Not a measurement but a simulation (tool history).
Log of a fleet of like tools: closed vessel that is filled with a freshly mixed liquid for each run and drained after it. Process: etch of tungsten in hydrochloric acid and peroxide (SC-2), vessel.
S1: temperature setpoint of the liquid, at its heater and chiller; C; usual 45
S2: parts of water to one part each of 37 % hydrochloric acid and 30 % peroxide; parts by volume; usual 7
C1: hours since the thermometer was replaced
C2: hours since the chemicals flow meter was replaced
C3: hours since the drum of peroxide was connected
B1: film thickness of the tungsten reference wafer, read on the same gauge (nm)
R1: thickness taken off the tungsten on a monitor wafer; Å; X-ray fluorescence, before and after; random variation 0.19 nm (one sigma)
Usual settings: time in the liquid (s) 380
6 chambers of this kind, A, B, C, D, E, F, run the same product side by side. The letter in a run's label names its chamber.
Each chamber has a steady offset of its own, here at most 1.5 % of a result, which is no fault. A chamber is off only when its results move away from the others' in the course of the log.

run 1C hour=5.2 | S1=45 S2=7 time_in_the_liquid_(s)=380 | C1=1384.6 C2=813.2 C3=139.1 | B1=139.99 | R1=445.79
run 2A hour=12.7 | S1=45 S2=7 time_in_the_liquid_(s)=380 | C1=2286 C2=583.2 C3=154.5 | B1=140 | R1=449.44
-- hour=13.5 chamber F: new drum of peroxide connected
-- hour=19.4 chamber D: thermometer replaced
run 3F hour=21.1 | S1=45 S2=7 time_in_the_liquid_(s)=380 | C1=1389.9 C2=1275.6 C3=7.7 | B1=140 | R1=452
run 4B hour=27 | S1=45 S2=7 time_in_the_liquid_(s)=380 | C1=51.4 C2=350.4 C3=1287.4 | B1=140.02 | R1=441.86
run 5E hour=35.4 | S1=49.5 S2=5 time_in_the_liquid_(s)=380 | C1=225.6 C2=65.5 C3=362.6 | B1=139.99 | R1=775.99
run 6D hour=40.1 | S1=49.5 S2=5 time_in_the_liquid_(s)=380 | C1=20.8 C2=221.1 C3=40.9 | B1=140 | R1=784.97
run 7E hour=46.8 | S1=49.5 S2=5 time_in_the_liquid_(s)=380 | C1=237 C2=76.9 C3=374 | B1=139.99 | R1=777.22
run 8A hour=55.7 | S1=49.5 S2=5 time_in_the_liquid_(s)=380 | C1=2329 C2=626.2 C3=197.5 | B1=140 | R1=775.18
run 9C hour=63.6 | S1=49.5 S2=5 time_in_the_liquid_(s)=380 | C1=1443 C2=871.6 C3=197.5 | B1=140 | R1=790.84
run 10B hour=72.4 | S1=49.5 S2=5 time_in_the_liquid_(s)=380 | C1=96.8 C2=395.8 C3=1332.8 | B1=139.99 | R1=771.23
run 11D hour=82.3 | S1=45 S2=7 time_in_the_liquid_(s)=380 | C1=63 C2=263.3 C3=83.1 | B1=139.99 | R1=445.55
-- hour=84 chamber B: new drum of peroxide connected
run 12F hour=91.9 | S1=45 S2=7 time_in_the_liquid_(s)=380 | C1=1460.7 C2=1346.4 C3=78.5 | B1=139.99 | R1=449.94
run 13D hour=101.3 | S1=45 S2=7 time_in_the_liquid_(s)=380 | C1=82 C2=282.3 C3=102.1 | B1=140.02 | R1=444.17
run 14F hour=106.3 | S1=45 S2=7 time_in_the_liquid_(s)=380 | C1=1475.1 C2=1360.8 C3=92.9 | B1=140 | R1=450.48
run 15A hour=114 | S1=45 S2=7 time_in_the_liquid_(s)=380 | C1=2387.3 C2=684.5 C3=255.8 | B1=140.01 | R1=442.42
run 16C hour=119.4 | S1=45 S2=7 time_in_the_liquid_(s)=380 | C1=1498.8 C2=927.4 C3=253.3 | B1=140.02 | R1=445.92
run 17E hour=124.1 | S1=45 S2=7 time_in_the_liquid_(s)=380 | C1=314.3 C2=154.2 C3=451.3 | B1=140.02 | R1=444.38
-- hour=127.2 chamber F: chemicals flow meter replaced
run 18B hour=129.9 | S1=45 S2=7 time_in_the_liquid_(s)=380 | C1=154.3 C2=453.3 C3=46 | B1=140.01 | R1=442.59
run 19A hour=134.5 | S1=45 S2=7 time_in_the_liquid_(s)=380 | C1=2407.8 C2=705 C3=276.3 | B1=140.01 | R1=442.04
run 20D hour=141.3 | S1=45 S2=7 time_in_the_liquid_(s)=380 | C1=122 C2=322.3 C3=142.1 | B1=140.01 | R1=443.35
run 21B hour=146.9 | S1=45 S2=7 time_in_the_liquid_(s)=380 | C1=171.3 C2=470.3 C3=63 | B1=140 | R1=444.24
run 22F hour=156.4 | S1=48.5 S2=7 time_in_the_liquid_(s)=250 | C1=1525.2 C2=29.2 C3=143 | B1=139.98 | R1=379.27
-- hour=162 chamber C: new drum of peroxide connected
run 23E hour=165.4 | S1=48.5 S2=7 time_in_the_liquid_(s)=250 | C1=355.6 C2=195.5 C3=492.6 | B1=140 | R1=370.93
run 24C hour=172.5 | S1=48.5 S2=7 time_in_the_liquid_(s)=250 | C1=1551.9 C2=980.5 C3=10.5 | B1=140.02 | R1=373.46
run 25E hour=177.2 | S1=48.5 S2=7 time_in_the_liquid_(s)=250 | C1=367.4 C2=207.3 C3=504.4 | B1=140.03 | R1=373.14
run 26B hour=181.8 | S1=48.5 S2=7 time_in_the_liquid_(s)=250 | C1=206.2 C2=505.2 C3=97.9 | B1=139.99 | R1=369.1
run 27F hour=188.9 | S1=48.5 S2=7 time_in_the_liquid_(s)=250 | C1=1557.7 C2=61.7 C3=175.5 | B1=139.98 | R1=377.8
run 28A hour=198 | S1=45 S2=7 time_in_the_liquid_(s)=380 | C1=2471.3 C2=768.5 C3=339.8 | B1=140.01 | R1=436.61
run 29C hour=206.1 | S1=45 S2=7 time_in_the_liquid_(s)=380 | C1=1585.5 C2=1014.1 C3=44.1 | B1=140 | R1=445.42
run 30D hour=213.1 | S1=45 S2=7 time_in_the_liquid_(s)=380 | C1=193.8 C2=394.1 C3=213.9 | B1=139.99 | R1=445.78
run 31E hour=220.7 | S1=45 S2=7 time_in_the_liquid_(s)=380 | C1=410.9 C2=250.8 C3=547.9 | B1=140 | R1=445.52
-- hour=224.3 chamber D: chemicals flow meter replaced
run 32B hour=225.5 | S1=45 S2=7 time_in_the_liquid_(s)=230 | C1=249.9 C2=548.9 C3=141.6 | B1=139.99 | R1=268.63
run 33A hour=230.4 | S1=45 S2=7 time_in_the_liquid_(s)=230 | C1=2503.7 C2=800.9 C3=372.2 | B1=140.01 | R1=261.57
run 34C hour=236 | S1=45 S2=7 time_in_the_liquid_(s)=230 | C1=1615.4 C2=1044 C3=74 | B1=140.01 | R1=269.44
run 35D hour=243.5 | S1=45 S2=7 time_in_the_liquid_(s)=230 | C1=224.2 C2=19.2 C3=244.3 | B1=140.02 | R1=269.37
run 36F hour=248.2 | S1=45 S2=7 time_in_the_liquid_(s)=230 | C1=1617 C2=121 C3=234.8 | B1=139.99 | R1=271.26
run 37A hour=252.8 | S1=45 S2=7 time_in_the_liquid_(s)=230 | C1=2526.1 C2=823.3 C3=394.6 | B1=140.01 | R1=260.18
run 38C hour=259.3 | S1=45 S2=7 time_in_the_liquid_(s)=380 | C1=1638.7 C2=1067.3 C3=97.3 | B1=139.99 | R1=446.85
run 39E hour=269 | S1=45 S2=7 time_in_the_liquid_(s)=380 | C1=459.2 C2=299.1 C3=596.2 | B1=139.98 | R1=441.48

Next, every chamber runs the same settings. What will each give?
run 40A hour=276.3 | S1=52.5 S2=7 time_in_the_liquid_(s)=380 | R1=?
run 40B hour=276.3 | S1=52.5 S2=7 time_in_the_liquid_(s)=380 | R1=?
run 40C hour=276.3 | S1=52.5 S2=7 time_in_the_liquid_(s)=380 | R1=?
run 40D hour=276.3 | S1=52.5 S2=7 time_in_the_liquid_(s)=380 | R1=?
run 40E hour=276.3 | S1=52.5 S2=7 time_in_the_liquid_(s)=380 | R1=?
run 40F hour=276.3 | S1=52.5 S2=7 time_in_the_liquid_(s)=380 | R1=?

run=40A R1=701.44
run=40B R1=736.92
run=40C R1=741.5
run=40D R1=742.95
run=40E R1=738.08
run=40F R1=753.6
